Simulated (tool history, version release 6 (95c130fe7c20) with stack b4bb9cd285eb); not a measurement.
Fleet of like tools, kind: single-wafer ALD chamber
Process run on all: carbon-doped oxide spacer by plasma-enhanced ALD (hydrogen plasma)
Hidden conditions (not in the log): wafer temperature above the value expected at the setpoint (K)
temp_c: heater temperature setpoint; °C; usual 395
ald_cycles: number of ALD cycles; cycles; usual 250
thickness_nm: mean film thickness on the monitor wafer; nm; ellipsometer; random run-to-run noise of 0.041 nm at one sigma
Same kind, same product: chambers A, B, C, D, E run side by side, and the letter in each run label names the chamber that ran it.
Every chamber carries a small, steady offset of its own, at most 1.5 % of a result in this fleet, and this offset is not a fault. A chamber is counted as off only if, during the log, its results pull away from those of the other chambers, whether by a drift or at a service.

| run | hour | temp_c | ald_cycles | hours since the last thermocouple change | read-back reference wafer on the same gauge, thickness_nm | thickness_nm |
|---|---|---|---|---|---|---|
| 1D | 6.7 | 395 | 250 | 1502.1 | 12.203 | 12.35 |
| 2B | 15.4 | 395 | 250 | 1785.3 | 12.197 | 12.473 |
| 3C | 20.6 | 395 | 250 | 1702.4 | 12.194 | 12.397 |
| 4A | 28.1 | 395 | 250 | 426.7 | 12.196 | 12.339 |
| 5E | 33.4 | 395 | 250 | 2778.9 | 12.206 | 12.529 |
| 6A | 40.4 | 395 | 250 | 439 | 12.195 | 12.377 |
| 7E | 45.3 | 395 | 250 | 2790.8 | 12.209 | 12.406 |
| 8C | 52.2 | 395 | 250 | 1734 | 12.2 | 12.413 |
| 9D | 60.7 | 405 | 215 | 1556.1 | 12.202 | 10.463 |
| 10B | 64.8 | 405 | 215 | 1834.7 | 12.202 | 10.315 |
| 11A | 73.1 | 405 | 215 | 471.7 | 12.206 | 10.514 |
| 12B | 77.1 | 405 | 215 | 1847 | 12.197 | 10.356 |
| 13D | 82.7 | 405 | 215 | 1578.1 | 12.203 | 10.497 |
| 14E | 87.1 | 395 | 250 | 2832.6 | 12.198 | 12.467 |
| 15C | 93 | 395 | 250 | 1774.8 | 12.204 | 12.358 |
| 16B | 97.3 | 395 | 250 | 1867.2 | 12.203 | 12.46 |
| 17D | 105.1 | 386 | 293 | 1600.5 | 12.197 | 14.431 |
| 18E | 112.5 | 386 | 293 | 2858 | 12.202 | 14.658 |
| 19A | 119.3 | 386 | 293 | 517.9 | 12.205 | 14.51 |
| 20C | 124.1 | 386 | 293 | 1805.9 | 12.202 | 14.578 |
| 21A | 130.1 | 386 | 293 | 528.7 | 12.201 | 14.592 |
| 22E | 137.2 | 395 | 250 | 2882.7 | 12.203 | 12.412 |
| 23D | 141.5 | 395 | 289 | 1636.9 | 12.197 | 14.364 |
| 24C | 149.6 | 395 | 289 | 1831.4 | 12.202 | 14.357 |
| 25B | 154.3 | 395 | 289 | 1924.2 | 12.197 | 14.312 |
| 26D | 158.9 | 395 | 289 | 1654.3 | 12.2 | 14.257 |
| 27C | 164.5 | 395 | 289 | 1846.3 | 12.199 | 14.376 |
| 28B | 171 | 395 | 250 | 1940.9 | 12.197 | 12.364 |
| 29A | 178.3 | 395 | 250 | 576.9 | 12.186 | 12.432 |
| 30E | 184.5 | 395 | 250 | 2930 | 12.201 | 12.383 |
| 31C | 188.4 | 395 | 250 | 1870.2 | 12.19 | 12.395 |
| 32A | 196.8 | 395 | 250 | 595.4 | 12.198 | 12.378 |

Read the log: is a single chamber off, either drifting away or since a service, is the gauge that measures every chamber drifting, or is nothing wrong beyond small per-chamber offsets? Name any odd chamber and what most likely caused it.

No chamber stands off beyond its own small offset, and the gauge holds steady.
